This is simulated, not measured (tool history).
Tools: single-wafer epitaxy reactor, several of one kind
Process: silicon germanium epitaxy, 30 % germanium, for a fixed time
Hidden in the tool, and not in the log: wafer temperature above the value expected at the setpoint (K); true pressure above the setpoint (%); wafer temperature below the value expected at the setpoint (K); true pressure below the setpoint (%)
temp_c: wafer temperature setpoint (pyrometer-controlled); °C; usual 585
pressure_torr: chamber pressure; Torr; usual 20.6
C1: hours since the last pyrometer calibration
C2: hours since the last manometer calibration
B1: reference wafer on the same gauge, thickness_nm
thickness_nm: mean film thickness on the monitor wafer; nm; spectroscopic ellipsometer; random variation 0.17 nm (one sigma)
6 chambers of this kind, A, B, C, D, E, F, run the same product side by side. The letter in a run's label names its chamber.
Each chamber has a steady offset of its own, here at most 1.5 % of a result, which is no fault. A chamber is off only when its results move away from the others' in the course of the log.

{"run": "1B", "hour": 9.3, "temp_c": 585, "pressure_torr": 20.6, "C1": 1087.0, "C2": 650.7, "B1": 52.033, "thickness_nm": 45.697}
{"run": "2C", "hour": 24.7, "temp_c": 585, "pressure_torr": 20.6, "C1": 1329.3, "C2": 1891.0, "B1": 51.961, "thickness_nm": 45.137}
{"run": "3A", "hour": 35.5, "temp_c": 585, "pressure_torr": 20.6, "C1": 348.1, "C2": 1394.4, "B1": 52.001, "thickness_nm": 45.431}
{"run": "4F", "hour": 46.9, "temp_c": 585, "pressure_torr": 20.6, "C1": 1162.3, "C2": 688.3, "B1": 52.011, "thickness_nm": 45.377}
{"run": "5E", "hour": 59.1, "temp_c": 585, "pressure_torr": 20.6, "C1": 639.3, "C2": 1198.7, "B1": 52.001, "thickness_nm": 45.466}
{"run": "6D", "hour": 69.0, "temp_c": 585, "pressure_torr": 20.6, "C1": 703.3, "C2": 107.0, "B1": 52.032, "thickness_nm": 44.767}
{"run": "7D", "hour": 83.3, "temp_c": 585, "pressure_torr": 20.6, "C1": 717.6, "C2": 121.3, "B1": 52.021, "thickness_nm": 44.586}
{"run": "8C", "hour": 91.8, "temp_c": 570, "pressure_torr": 16.4, "C1": 1396.4, "C2": 1958.1, "B1": 51.92, "thickness_nm": 30.658}
{"run": "9E", "hour": 104.0, "temp_c": 570, "pressure_torr": 16.4, "C1": 684.2, "C2": 1243.6, "B1": 52.041, "thickness_nm": 30.82}
{"run": "10F", "hour": 116.6, "temp_c": 570, "pressure_torr": 16.4, "C1": 1232.0, "C2": 758.0, "B1": 52.041, "thickness_nm": 30.761}
{"run": "11B", "hour": 123.8, "temp_c": 570, "pressure_torr": 16.4, "C1": 1201.5, "C2": 765.2, "B1": 51.942, "thickness_nm": 31.342}
{"run": "12A", "hour": 132.8, "temp_c": 570, "pressure_torr": 16.4, "C1": 445.4, "C2": 1491.7, "B1": 51.997, "thickness_nm": 31.385}
{"run": "13A", "hour": 145.1, "temp_c": 570, "pressure_torr": 16.4, "C1": 457.7, "C2": 1504.0, "B1": 51.993, "thickness_nm": 31.231}
{"hour": 148.2, "done": "chamber C: pyrometer calibrated"}
{"run": "14D", "hour": 157.3, "temp_c": 585, "pressure_torr": 20.6, "C1": 791.6, "C2": 195.3, "B1": 52.015, "thickness_nm": 44.782}
{"run": "15B", "hour": 165.7, "temp_c": 585, "pressure_torr": 20.6, "C1": 1243.4, "C2": 807.1, "B1": 51.97, "thickness_nm": 45.824}
{"run": "16F", "hour": 175.7, "temp_c": 585, "pressure_torr": 20.6, "C1": 1291.1, "C2": 817.1, "B1": 51.995, "thickness_nm": 45.264}
{"run": "17E", "hour": 184.9, "temp_c": 585, "pressure_torr": 20.6, "C1": 765.1, "C2": 1324.5, "B1": 51.93, "thickness_nm": 45.75}
{"run": "18C", "hour": 192.5, "temp_c": 585, "pressure_torr": 20.6, "C1": 44.4, "C2": 2058.8, "B1": 52.01, "thickness_nm": 43.276}
{"run": "19F", "hour": 199.8, "temp_c": 585, "pressure_torr": 20.6, "C1": 1315.2, "C2": 841.2, "B1": 51.959, "thickness_nm": 44.804}
{"run": "20E", "hour": 207.6, "temp_c": 585, "pressure_torr": 20.6, "C1": 787.8, "C2": 1347.2, "B1": 51.999, "thickness_nm": 45.556}
{"run": "21C", "hour": 222.2, "temp_c": 585, "pressure_torr": 20.6, "C1": 74.1, "C2": 2088.5, "B1": 52.024, "thickness_nm": 43.147}
{"run": "22D", "hour": 236.8, "temp_c": 585, "pressure_torr": 20.6, "C1": 871.1, "C2": 274.8, "B1": 51.98, "thickness_nm": 44.758}
{"run": "23B", "hour": 245.8, "temp_c": 585, "pressure_torr": 20.6, "C1": 1323.5, "C2": 887.2, "B1": 52.007, "thickness_nm": 45.875}
{"run": "24A", "hour": 257.5, "temp_c": 585, "pressure_torr": 20.6, "C1": 570.1, "C2": 1616.4, "B1": 52.027, "thickness_nm": 45.708}
{"run": "25A", "hour": 268.2, "temp_c": 592, "pressure_torr": 23.7, "C1": 580.8, "C2": 1627.1, "B1": 51.986, "thickness_nm": 55.154}
{"run": "26F", "hour": 277.6, "temp_c": 592, "pressure_torr": 23.7, "C1": 1393.0, "C2": 919.0, "B1": 51.983, "thickness_nm": 54.723}
{"hour": 285.1, "done": "chamber B: pyrometer calibrated"}
{"run": "27B", "hour": 289.7, "temp_c": 592, "pressure_torr": 23.7, "C1": 4.7, "C2": 931.1, "B1": 51.992, "thickness_nm": 55.191}
{"run": "28E", "hour": 297.8, "temp_c": 592, "pressure_torr": 23.7, "C1": 878.0, "C2": 1437.4, "B1": 51.983, "thickness_nm": 54.609}
{"run": "29D", "hour": 313.6, "temp_c": 592, "pressure_torr": 23.7, "C1": 947.9, "C2": 351.6, "B1": 52.0, "thickness_nm": 53.659}
{"run": "30C", "hour": 322.2, "temp_c": 592, "pressure_torr": 23.7, "C1": 174.1, "C2": 2188.5, "B1": 51.962, "thickness_nm": 52.1}
{"run": "31B", "hour": 333.8, "temp_c": 576, "pressure_torr": 18.6, "C1": 48.8, "C2": 975.2, "B1": 52.034, "thickness_nm": 36.971}
{"run": "32C", "hour": 344.8, "temp_c": 576, "pressure_torr": 18.6, "C1": 196.7, "C2": 2211.1, "B1": 52.003, "thickness_nm": 34.62}
{"run": "33E", "hour": 353.9, "temp_c": 576, "pressure_torr": 18.6, "C1": 934.1, "C2": 1493.5, "B1": 51.995, "thickness_nm": 36.528}
{"run": "34F", "hour": 360.9, "temp_c": 576, "pressure_torr": 18.6, "C1": 1476.3, "C2": 1002.3, "B1": 52.016, "thickness_nm": 36.323}
{"run": "35D", "hour": 372.8, "temp_c": 576, "pressure_torr": 18.6, "C1": 1007.1, "C2": 410.8, "B1": 52.028, "thickness_nm": 35.871}
{"hour": 378.8, "done": "chamber E: capacitance manometer re-zeroed and calibrated"}
{"run": "36A", "hour": 384.2, "temp_c": 576, "pressure_torr": 18.6, "C1": 696.8, "C2": 1743.1, "B1": 52.048, "thickness_nm": 37.054}
{"run": "37A", "hour": 399.9, "temp_c": 585, "pressure_torr": 20.6, "C1": 712.5, "C2": 1758.8, "B1": 52.04, "thickness_nm": 45.29}
{"run": "38B", "hour": 408.0, "temp_c": 585, "pressure_torr": 20.6, "C1": 123.0, "C2": 1049.4, "B1": 51.983, "thickness_nm": 45.743}
{"run": "39D", "hour": 416.4, "temp_c": 585, "pressure_torr": 20.6, "C1": 1050.7, "C2": 454.4, "B1": 52.017, "thickness_nm": 44.432}
{"run": "40E", "hour": 425.6, "temp_c": 585, "pressure_torr": 20.6, "C1": 1005.8, "C2": 46.9, "B1": 52.015, "thickness_nm": 45.173}
{"run": "41F", "hour": 440.1, "temp_c": 574, "pressure_torr": 22.8, "C1": 1555.5, "C2": 1081.5, "B1": 52.043, "thickness_nm": 37.92}
{"run": "42C", "hour": 451.9, "temp_c": 574, "pressure_torr": 22.8, "C1": 303.8, "C2": 2318.2, "B1": 52.011, "thickness_nm": 36.18}
{"run": "43A", "hour": 460.0, "temp_c": 574, "pressure_torr": 22.8, "C1": 772.6, "C2": 1818.9, "B1": 52.045, "thickness_nm": 38.596}
{"run": "44B", "hour": 467.8, "temp_c": 574, "pressure_torr": 22.8, "C1": 182.8, "C2": 1109.2, "B1": 51.978, "thickness_nm": 38.801}

What goes on in this fleet: one chamber off, a drifting gauge, or nothing beyond the chambers' own small offsets? Name the chamber and the cause, if any.

A service left chamber C off against the others.
Cause: wafer temperature below the value expected at the setpoint (K) = 2.34.

Here are 4 candidates for chamber C's next run, each the usual settings with a change, their results left as question marks. Which one brings its results back in line with what the others give on the usual settings?
In line means no further than this from the other chambers' mean on the usual settings: thickness_nm 0.600 nm
{"run": "45C-1", "hour": 479.1, "temp_c": 586, "pressure_torr": 20.7, "thickness_nm": "?"}
{"run": "45C-2", "hour": 479.1, "temp_c": 587, "pressure_torr": 20.9, "thickness_nm": "?"}
{"run": "45C-3", "hour": 479.1, "temp_c": 584, "pressure_torr": 20.6, "thickness_nm": "?"}
{"run": "45C-4", "hour": 479.1, "temp_c": 583, "pressure_torr": 20.3, "thickness_nm": "?"}

The other chambers' mean on the usual settings: thickness_nm 45.258 nm
run=45C-1 thickness_nm=43.961
run=45C-2 thickness_nm=44.991
run=45C-3 thickness_nm=42.212
run=45C-4 thickness_nm=41.155
45C-2 brings the chamber back in line.
